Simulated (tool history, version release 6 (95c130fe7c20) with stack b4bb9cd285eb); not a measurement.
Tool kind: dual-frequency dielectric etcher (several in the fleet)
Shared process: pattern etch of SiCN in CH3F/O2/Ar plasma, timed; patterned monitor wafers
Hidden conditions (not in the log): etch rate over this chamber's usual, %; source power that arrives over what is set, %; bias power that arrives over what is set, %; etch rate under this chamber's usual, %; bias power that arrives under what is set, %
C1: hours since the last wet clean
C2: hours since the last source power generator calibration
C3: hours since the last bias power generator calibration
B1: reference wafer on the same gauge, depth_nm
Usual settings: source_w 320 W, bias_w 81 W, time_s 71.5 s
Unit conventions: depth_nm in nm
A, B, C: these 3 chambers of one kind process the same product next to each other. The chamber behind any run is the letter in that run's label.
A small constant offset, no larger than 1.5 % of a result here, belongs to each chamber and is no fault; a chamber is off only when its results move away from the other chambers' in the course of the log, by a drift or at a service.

{"run": "1B", "day": 0.117, "source_w": 320, "bias_w": 81, "time_s": 71.5, "C1": 348.4, "C2": 2873.9, "C3": 1377.6, "B1": 27.973, "depth_nm": 25.858}
{"run": "2C", "day": 0.329, "source_w": 320, "bias_w": 81, "time_s": 71.5, "C1": 432.6, "C2": 2381.3, "C3": 32.8, "B1": 27.992, "depth_nm": 25.802}
{"run": "3A", "day": 0.442, "source_w": 320, "bias_w": 81, "time_s": 71.5, "C1": 30.3, "C2": 792.3, "C3": 2324.4, "B1": 28.016, "depth_nm": 25.725}
{"run": "4B", "day": 0.567, "source_w": 320, "bias_w": 81, "time_s": 71.5, "C1": 359.2, "C2": 2884.7, "C3": 1388.4, "B1": 28.008, "depth_nm": 26.086}
{"run": "5C", "day": 0.767, "source_w": 320, "bias_w": 81, "time_s": 71.5, "C1": 443.1, "C2": 2391.8, "C3": 43.3, "B1": 28.01, "depth_nm": 25.553}
{"run": "6A", "day": 0.883, "source_w": 400, "bias_w": 81, "time_s": 91.5, "C1": 40.9, "C2": 802.9, "C3": 2335.0, "B1": 27.996, "depth_nm": 36.016}
{"run": "7C", "day": 1.092, "source_w": 400, "bias_w": 81, "time_s": 91.5, "C1": 450.9, "C2": 2399.6, "C3": 51.1, "B1": 28.007, "depth_nm": 35.681}
{"run": "8A", "day": 1.258, "source_w": 400, "bias_w": 81, "time_s": 91.5, "C1": 49.9, "C2": 811.9, "C3": 2344.0, "B1": 28.006, "depth_nm": 35.901}
{"run": "9B", "day": 1.404, "source_w": 320, "bias_w": 81, "time_s": 71.5, "C1": 379.3, "C2": 2904.8, "C3": 1408.5, "B1": 27.992, "depth_nm": 25.977}
{"run": "10B", "day": 1.533, "source_w": 270, "bias_w": 81, "time_s": 64.0, "C1": 382.4, "C2": 2907.9, "C3": 1411.6, "B1": 27.999, "depth_nm": 21.803}
{"day": 1.588, "done": "chamber C: wet clean of the chamber"}
{"run": "11A", "day": 1.692, "source_w": 270, "bias_w": 81, "time_s": 64.0, "C1": 60.3, "C2": 822.3, "C3": 2354.4, "B1": 28.004, "depth_nm": 21.659}
{"run": "12C", "day": 1.8, "source_w": 270, "bias_w": 81, "time_s": 64.0, "C1": 5.1, "C2": 2416.6, "C3": 68.1, "B1": 27.994, "depth_nm": 21.556}
{"run": "13C", "day": 1.917, "source_w": 320, "bias_w": 81, "time_s": 71.5, "C1": 7.9, "C2": 2419.4, "C3": 70.9, "B1": 27.982, "depth_nm": 25.658}
{"run": "14B", "day": 2.05, "source_w": 320, "bias_w": 81, "time_s": 71.5, "C1": 394.8, "C2": 2920.3, "C3": 1424.0, "B1": 27.991, "depth_nm": 25.751}
{"run": "15A", "day": 2.225, "source_w": 320, "bias_w": 81, "time_s": 71.5, "C1": 73.1, "C2": 835.1, "C3": 2367.2, "B1": 27.966, "depth_nm": 25.865}
{"run": "16C", "day": 2.433, "source_w": 320, "bias_w": 81, "time_s": 71.5, "C1": 20.3, "C2": 2431.8, "C3": 83.3, "B1": 27.977, "depth_nm": 25.692}
{"run": "17A", "day": 2.621, "source_w": 320, "bias_w": 81, "time_s": 71.5, "C1": 82.6, "C2": 844.6, "C3": 2376.7, "B1": 27.981, "depth_nm": 25.601}
{"run": "18B", "day": 2.8, "source_w": 290, "bias_w": 81, "time_s": 71.5, "C1": 412.8, "C2": 2938.3, "C3": 1442.0, "B1": 28.023, "depth_nm": 24.639}
{"run": "19B", "day": 2.954, "source_w": 290, "bias_w": 81, "time_s": 71.5, "C1": 416.5, "C2": 2942.0, "C3": 1445.7, "B1": 28.006, "depth_nm": 24.46}
{"run": "20C", "day": 3.075, "source_w": 290, "bias_w": 81, "time_s": 71.5, "C1": 35.7, "C2": 2447.2, "C3": 98.7, "B1": 28.002, "depth_nm": 24.784}
{"run": "21A", "day": 3.275, "source_w": 320, "bias_w": 81, "time_s": 71.5, "C1": 98.3, "C2": 860.3, "C3": 2392.4, "B1": 28.006, "depth_nm": 25.774}
{"run": "22A", "day": 3.408, "source_w": 320, "bias_w": 81, "time_s": 71.5, "C1": 101.5, "C2": 863.5, "C3": 2395.6, "B1": 27.993, "depth_nm": 25.859}
{"run": "23C", "day": 3.55, "source_w": 320, "bias_w": 81, "time_s": 71.5, "C1": 47.1, "C2": 2458.6, "C3": 110.1, "B1": 28.006, "depth_nm": 25.581}
{"run": "24B", "day": 3.758, "source_w": 320, "bias_w": 81, "time_s": 71.5, "C1": 435.8, "C2": 2961.3, "C3": 1465.0, "B1": 28.003, "depth_nm": 25.065}

The same settings go to every chamber for the next run, one line per chamber below. Forecast the results for each:
{"run": "25A", "day": 3.912, "source_w": 320, "bias_w": 91, "time_s": 71.5, "depth_nm": "?"}
{"run": "25B", "day": 3.912, "source_w": 320, "bias_w": 91, "time_s": 71.5, "depth_nm": "?"}
{"run": "25C", "day": 3.912, "source_w": 320, "bias_w": 91, "time_s": 71.5, "depth_nm": "?"}

run=25A depth_nm=26.894
run=25B depth_nm=26.254
run=25C depth_nm=26.669

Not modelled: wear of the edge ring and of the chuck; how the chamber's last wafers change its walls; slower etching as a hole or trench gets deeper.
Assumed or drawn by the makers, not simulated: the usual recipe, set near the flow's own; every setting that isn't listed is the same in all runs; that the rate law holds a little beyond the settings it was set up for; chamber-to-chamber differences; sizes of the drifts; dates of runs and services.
